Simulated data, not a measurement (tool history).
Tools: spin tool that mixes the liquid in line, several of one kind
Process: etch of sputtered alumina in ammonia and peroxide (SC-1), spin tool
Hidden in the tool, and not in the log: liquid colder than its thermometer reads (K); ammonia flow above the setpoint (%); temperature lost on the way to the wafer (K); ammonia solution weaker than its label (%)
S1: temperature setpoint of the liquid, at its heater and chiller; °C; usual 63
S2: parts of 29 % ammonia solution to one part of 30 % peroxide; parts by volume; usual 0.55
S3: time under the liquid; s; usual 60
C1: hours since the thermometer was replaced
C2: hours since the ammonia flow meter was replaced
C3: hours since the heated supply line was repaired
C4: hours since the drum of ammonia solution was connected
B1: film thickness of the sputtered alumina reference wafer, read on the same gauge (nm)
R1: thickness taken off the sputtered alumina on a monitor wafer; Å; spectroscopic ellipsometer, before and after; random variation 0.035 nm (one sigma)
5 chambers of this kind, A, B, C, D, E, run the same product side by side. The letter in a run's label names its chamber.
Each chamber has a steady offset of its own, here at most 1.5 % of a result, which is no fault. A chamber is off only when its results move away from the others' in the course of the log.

{"run": "1B", "hour": 4.6, "S1": 63, "S2": 0.55, "S3": 60, "C1": 1470.8, "C2": 250.6, "C3": 1723.3, "C4": 434.2, "B1": 150.02, "R1": 58.068}
{"run": "2D", "hour": 9.9, "S1": 63, "S2": 0.55, "S3": 60, "C1": 1253.4, "C2": 1103.2, "C3": 2763.8, "C4": 54.3, "B1": 150.03, "R1": 57.437}
{"run": "3A", "hour": 15.9, "S1": 63, "S2": 0.55, "S3": 60, "C1": 896.6, "C2": 462.8, "C3": 753, "C4": 173, "B1": 149.99, "R1": 59.079}
{"run": "4C", "hour": 20.6, "S1": 63, "S2": 0.55, "S3": 60, "C1": 1331.7, "C2": 273.1, "C3": 2533.3, "C4": 348.2, "B1": 150.03, "R1": 57.64}
{"run": "5E", "hour": 24.6, "S1": 63, "S2": 0.55, "S3": 60, "C1": 2058.1, "C2": 1897.7, "C3": 628.5, "C4": 546.2, "B1": 149.97, "R1": 57.819}
{"run": "6A", "hour": 29.7, "S1": 63, "S2": 0.55, "S3": 60, "C1": 910.4, "C2": 476.6, "C3": 766.8, "C4": 186.8, "B1": 149.98, "R1": 58.649}
{"run": "7D", "hour": 33.7, "S1": 63, "S2": 0.55, "S3": 60, "C1": 1277.2, "C2": 1127, "C3": 2787.6, "C4": 78.1, "B1": 150.02, "R1": 58.418}
{"run": "8B", "hour": 37.3, "S1": 63, "S2": 0.55, "S3": 60, "C1": 1503.5, "C2": 283.3, "C3": 1756, "C4": 466.9, "B1": 150.02, "R1": 58.06}
{"run": "9E", "hour": 40.9, "S1": 63, "S2": 0.55, "S3": 60, "C1": 2074.4, "C2": 1914, "C3": 644.8, "C4": 562.5, "B1": 149.97, "R1": 57.995}
{"run": "10C", "hour": 45.5, "S1": 63, "S2": 0.55, "S3": 60, "C1": 1356.6, "C2": 298, "C3": 2558.2, "C4": 373.1, "B1": 150.01, "R1": 58.358}
{"run": "11A", "hour": 48.2, "S1": 63, "S2": 0.55, "S3": 60, "C1": 928.9, "C2": 495.1, "C3": 785.3, "C4": 205.3, "B1": 149.94, "R1": 59.495}
{"run": "12E", "hour": 51.8, "S1": 63, "S2": 0.55, "S3": 60, "C1": 2085.3, "C2": 1924.9, "C3": 655.7, "C4": 573.4, "B1": 149.99, "R1": 57.924}
{"run": "13B", "hour": 58.2, "S1": 63, "S2": 0.55, "S3": 60, "C1": 1524.4, "C2": 304.2, "C3": 1776.9, "C4": 487.8, "B1": 150, "R1": 57.709}
{"run": "14C", "hour": 63.1, "S1": 63, "S2": 0.55, "S3": 60, "C1": 1374.2, "C2": 315.6, "C3": 2575.8, "C4": 390.7, "B1": 150.01, "R1": 57.909}
{"hour": 63.2, "done": "chamber B: new drum of ammonia solution connected"}
{"run": "15D", "hour": 68.3, "S1": 63, "S2": 0.55, "S3": 60, "C1": 1311.8, "C2": 1161.6, "C3": 2822.2, "C4": 112.7, "B1": 149.97, "R1": 57.581}
{"run": "16A", "hour": 72.0, "S1": 63, "S2": 0.55, "S3": 60, "C1": 952.7, "C2": 518.9, "C3": 809.1, "C4": 229.1, "B1": 150, "R1": 59.586}
{"run": "17E", "hour": 76.3, "S1": 63, "S2": 0.55, "S3": 60, "C1": 2109.8, "C2": 1949.4, "C3": 680.2, "C4": 597.9, "B1": 149.99, "R1": 58.348}
{"run": "18B", "hour": 82.5, "S1": 63, "S2": 0.55, "S3": 60, "C1": 1548.7, "C2": 328.5, "C3": 1801.2, "C4": 19.3, "B1": 150.02, "R1": 57.617}
{"run": "19C", "hour": 85.6, "S1": 63, "S2": 0.55, "S3": 60, "C1": 1396.7, "C2": 338.1, "C3": 2598.3, "C4": 413.2, "B1": 150.02, "R1": 57.764}
{"run": "20D", "hour": 88.9, "S1": 63, "S2": 0.55, "S3": 60, "C1": 1332.4, "C2": 1182.2, "C3": 2842.8, "C4": 133.3, "B1": 149.98, "R1": 57.942}
{"run": "21C", "hour": 92.9, "S1": 63, "S2": 0.55, "S3": 60, "C1": 1404, "C2": 345.4, "C3": 2605.6, "C4": 420.5, "B1": 149.99, "R1": 58.297}
{"hour": 95.8, "done": "chamber E: ammonia flow meter replaced"}
{"run": "22A", "hour": 97.3, "S1": 57, "S2": 0.8, "S3": 60, "C1": 978, "C2": 544.2, "C3": 834.4, "C4": 254.4, "B1": 149.98, "R1": 44.554}
{"run": "23D", "hour": 103.2, "S1": 57, "S2": 0.8, "S3": 60, "C1": 1346.7, "C2": 1196.5, "C3": 2857.1, "C4": 147.6, "B1": 150, "R1": 44.003}
{"run": "24B", "hour": 109.1, "S1": 57, "S2": 0.8, "S3": 60, "C1": 1575.3, "C2": 355.1, "C3": 1827.8, "C4": 45.9, "B1": 149.92, "R1": 44.71}
{"run": "25E", "hour": 113.2, "S1": 57, "S2": 0.8, "S3": 60, "C1": 2146.7, "C2": 17.5, "C3": 717.1, "C4": 634.8, "B1": 150.01, "R1": 44.603}
{"run": "26A", "hour": 118.0, "S1": 57, "S2": 0.8, "S3": 60, "C1": 998.7, "C2": 564.9, "C3": 855.1, "C4": 275.1, "B1": 150, "R1": 44.842}
{"run": "27D", "hour": 121.8, "S1": 63, "S2": 0.55, "S3": 60, "C1": 1365.3, "C2": 1215.1, "C3": 2875.7, "C4": 166.2, "B1": 149.99, "R1": 58.21}
{"run": "28B", "hour": 125.7, "S1": 63, "S2": 0.55, "S3": 60, "C1": 1591.9, "C2": 371.7, "C3": 1844.4, "C4": 62.5, "B1": 150.04, "R1": 58.068}
{"run": "29C", "hour": 128.7, "S1": 63, "S2": 0.55, "S3": 60, "C1": 1439.8, "C2": 381.2, "C3": 2641.4, "C4": 456.3, "B1": 149.96, "R1": 58.391}
{"run": "30E", "hour": 132.7, "S1": 63, "S2": 0.55, "S3": 60, "C1": 2166.2, "C2": 37, "C3": 736.6, "C4": 654.3, "B1": 150.02, "R1": 57.74}
{"run": "31E", "hour": 137.1, "S1": 63, "S2": 0.55, "S3": 60, "C1": 2170.6, "C2": 41.4, "C3": 741, "C4": 658.7, "B1": 150.04, "R1": 58.033}
{"run": "32A", "hour": 143.4, "S1": 63, "S2": 0.55, "S3": 60, "C1": 1024.1, "C2": 590.3, "C3": 880.5, "C4": 300.5, "B1": 150.06, "R1": 59.047}
{"run": "33C", "hour": 148.6, "S1": 63, "S2": 0.4, "S3": 60, "C1": 1459.7, "C2": 401.1, "C3": 2661.3, "C4": 476.2, "B1": 149.97, "R1": 56.458}
{"run": "34B", "hour": 154.3, "S1": 63, "S2": 0.4, "S3": 60, "C1": 1620.5, "C2": 400.3, "C3": 1873, "C4": 91.1, "B1": 150.01, "R1": 55.58}

Next, every chamber runs the same settings. What will each give?
{"run": "35A", "hour": 158.8, "S1": 63, "S2": 0.55, "S3": 60, "R1": "?"}
{"run": "35B", "hour": 158.8, "S1": 63, "S2": 0.55, "S3": 60, "R1": "?"}
{"run": "35C", "hour": 158.8, "S1": 63, "S2": 0.55, "S3": 60, "R1": "?"}
{"run": "35D", "hour": 158.8, "S1": 63, "S2": 0.55, "S3": 60, "R1": "?"}
{"run": "35E", "hour": 158.8, "S1": 63, "S2": 0.55, "S3": 60, "R1": "?"}

run=35A R1=58.665
run=35B R1=57.443
run=35C R1=57.99
run=35D R1=57.798
run=35E R1=57.859
